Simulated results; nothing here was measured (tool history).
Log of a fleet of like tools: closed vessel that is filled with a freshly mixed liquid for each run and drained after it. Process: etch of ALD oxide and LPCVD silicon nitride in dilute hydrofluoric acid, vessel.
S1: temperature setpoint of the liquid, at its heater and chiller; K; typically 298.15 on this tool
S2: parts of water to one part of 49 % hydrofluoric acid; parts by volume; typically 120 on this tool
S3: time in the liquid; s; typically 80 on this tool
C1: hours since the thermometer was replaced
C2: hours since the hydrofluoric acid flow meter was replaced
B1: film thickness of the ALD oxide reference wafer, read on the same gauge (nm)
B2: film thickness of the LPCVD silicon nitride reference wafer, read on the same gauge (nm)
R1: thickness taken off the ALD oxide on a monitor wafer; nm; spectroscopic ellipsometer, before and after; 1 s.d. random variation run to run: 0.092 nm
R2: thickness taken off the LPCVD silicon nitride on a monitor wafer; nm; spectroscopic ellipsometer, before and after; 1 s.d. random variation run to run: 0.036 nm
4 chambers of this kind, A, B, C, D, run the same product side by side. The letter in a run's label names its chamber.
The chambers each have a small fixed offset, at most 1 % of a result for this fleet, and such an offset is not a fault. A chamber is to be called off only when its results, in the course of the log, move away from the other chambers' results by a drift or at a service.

Run 1C, hour 10.8: usual settings; C1 774.7; C2 192.1; B1 129.97; B2 99.986. Result: R1 10.1400 nm, R2 0.33395 nm.
Run 2B, hour 19.3: usual settings; C1 507.2; C2 563.0; B1 130.00; B2 99.987. Result: R1 10.0930 nm, R2 0.32652 nm.
Run 3D, hour 29.1: usual settings; C1 843.6; C2 82.0; B1 130.01; B2 100.000. Result: R1 10.0830 nm, R2 0.34201 nm.
Run 4A, hour 38.7: usual settings; C1 781.5; C2 424.6; B1 129.99; B2 100.060. Result: R1 9.9948 nm, R2 0.34062 nm.
Run 5B, hour 47.2: usual settings; C1 535.1; C2 590.9; B1 129.97; B2 100.020. Result: R1 10.0090 nm, R2 0.29723 nm.
Run 6D, hour 57.1: usual settings; C1 871.6; C2 110.0; B1 130.01; B2 99.972. Result: R1 10.2070 nm, R2 0.42402 nm.
Run 7A, hour 63.9: usual settings; C1 806.7; C2 449.8; B1 129.98; B2 99.990. Result: R1 9.9346 nm, R2 0.33099 nm.
Run 8C, hour 71.6: usual settings; C1 835.5; C2 252.9; B1 130.04; B2 99.990. Result: R1 10.1470 nm, R2 0.31011 nm.
Run 9A, hour 83.4: usual settings; C1 826.2; C2 469.3; B1 129.98; B2 99.997. Result: R1 10.0650 nm, R2 0.33684 nm.
Run 10D, hour 94.3: usual settings; C1 908.8; C2 147.2; B1 130.02; B2 99.997. Result: R1 10.2210 nm, R2 0.44665 nm.
Run 11C, hour 102.2: usual settings but S3 35 s; C1 866.1; C2 283.5; B1 130.02; B2 99.998. Result: R1 4.3971 nm, R2 0.15585 nm.
Run 12B, hour 112.3: usual settings but S3 35 s; C1 600.2; C2 656.0; B1 130.00; B2 100.010. Result: R1 4.3172 nm, R2 0.14237 nm.
Run 13B, hour 123.0: usual settings but S3 35 s; C1 610.9; C2 666.7; B1 130.00; B2 100.020. Result: R1 4.4485 nm, R2 0.13497 nm.
Run 14A, hour 129.5: usual settings but S3 35 s; C1 872.3; C2 515.4; B1 130.02; B2 100.000. Result: R1 4.3386 nm, R2 0.14556 nm.
Run 15D, hour 136.2: usual settings but S2 165 parts by volume, S3 115 s; C1 950.7; C2 189.1; B1 130.01; B2 99.955. Result: R1 10.0920 nm, R2 0.36351 nm.
Run 16C, hour 142.6: usual settings but S2 165 parts by volume, S3 115 s; C1 906.5; C2 323.9; B1 129.97; B2 99.985. Result: R1 10.0070 nm, R2 0.43651 nm.
Run 17B, hour 153.6: usual settings but S2 165 parts by volume, S3 115 s; C1 641.5; C2 697.3; B1 130.02; B2 100.020. Result: R1 9.9973 nm, R2 0.36036 nm.
Run 18D, hour 160.8: usual settings but S2 165 parts by volume, S3 115 s; C1 975.3; C2 213.7; B1 130.01; B2 99.996. Result: R1 9.9627 nm, R2 0.33748 nm.
Run 19C, hour 167.9: usual settings; C1 931.8; C2 349.2; B1 130.02; B2 100.010. Result: R1 10.1820 nm, R2 0.36013 nm.
Run 20A, hour 177.9: usual settings; C1 920.7; C2 563.8; B1 129.99; B2 100.020. Result: R1 10.1100 nm, R2 0.28174 nm.
At hour 178.4: chamber B: thermometer replaced.
Run 21A, hour 185.9: usual settings; C1 928.7; C2 571.8; B1 130.01; B2 100.000. Result: R1 9.9727 nm, R2 0.34788 nm.
Run 22D, hour 197.2: usual settings; C1 1011.7; C2 250.1; B1 129.99; B2 100.010. Result: R1 9.7385 nm, R2 0.36284 nm.
Run 23B, hour 207.3: usual settings; C1 29.0; C2 751.0; B1 130.00; B2 100.010. Result: R1 9.9499 nm, R2 0.36771 nm.
Run 24C, hour 215.1: usual settings; C1 979.0; C2 396.4; B1 130.01; B2 99.969. Result: R1 10.1350 nm, R2 0.30741 nm.
Run 25B, hour 225.6: usual settings but S3 35 s; C1 47.3; C2 769.3; B1 130.01; B2 100.000. Result: R1 4.4618 nm, R2 0.12788 nm.
Run 26C, hour 236.4: usual settings but S3 35 s; C1 1000.3; C2 417.7; B1 130.04; B2 99.991. Result: R1 4.4221 nm, R2 0.14287 nm.
Run 27D, hour 241.8: usual settings but S3 35 s; C1 1056.3; C2 294.7; B1 130.02; B2 100.020. Result: R1 4.2807 nm, R2 0.14676 nm.
Run 28A, hour 248.3: usual settings but S3 35 s; C1 991.1; C2 634.2; B1 129.99; B2 100.010. Result: R1 4.4289 nm, R2 0.13397 nm.
Run 29A, hour 258.2: usual settings; C1 1001.0; C2 644.1; B1 130.01; B2 100.060. Result: R1 10.0290 nm, R2 0.38698 nm.
Run 30B, hour 267.2: usual settings; C1 88.9; C2 810.9; B1 130.02; B2 100.020. Result: R1 9.9558 nm, R2 0.32248 nm.
Run 31C, hour 278.1: usual settings but S2 90 parts by volume; C1 1042.0; C2 459.4; B1 130.03; B2 100.010. Result: R1 13.9440 nm, R2 0.48999 nm.
Run 32D, hour 283.8: usual settings but S2 90 parts by volume; C1 1098.3; C2 336.7; B1 130.04; B2 99.987. Result: R1 13.3820 nm, R2 0.40402 nm.
Run 33A, hour 293.6: usual settings but S2 90 parts by volume; C1 1036.4; C2 679.5; B1 130.01; B2 99.983. Result: R1 13.7930 nm, R2 0.47325 nm.
Run 34B, hour 298.7: usual settings but S2 90 parts by volume; C1 120.4; C2 842.4; B1 130.05; B2 100.010. Result: R1 13.6720 nm, R2 0.49389 nm.
Run 35C, hour 306.3: usual settings but S1 301.65 K, S3 35 s; C1 1070.2; C2 487.6; B1 130.00; B2 99.989. Result: R1 5.0741 nm, R2 0.17266 nm.
Run 36D, hour 315.1: usual settings but S1 301.65 K, S3 35 s; C1 1129.6; C2 368.0; B1 130.01; B2 100.040. Result: R1 4.6874 nm, R2 0.17606 nm.
Run 37D, hour 326.3: usual settings but S1 301.65 K, S3 35 s; C1 1140.8; C2 379.2; B1 129.99; B2 100.070. Result: R1 4.7273 nm, R2 0.14954 nm.

All chambers now run identical settings, listed one chamber a line with results as question marks. What results will each chamber show?
Run 38A, hour 334.7: usual settings. Result: R1 ?, R2 ?.
Run 38B, hour 334.7: usual settings. Result: R1 ?, R2 ?.
Run 38C, hour 334.7: usual settings. Result: R1 ?, R2 ?.
Run 38D, hour 334.7: usual settings. Result: R1 ?, R2 ?.

run       R1       R2
38A   9.8882  0.40822
38B  10.0900  0.39228
38C  10.2190  0.38051
38D   9.3022  0.26677

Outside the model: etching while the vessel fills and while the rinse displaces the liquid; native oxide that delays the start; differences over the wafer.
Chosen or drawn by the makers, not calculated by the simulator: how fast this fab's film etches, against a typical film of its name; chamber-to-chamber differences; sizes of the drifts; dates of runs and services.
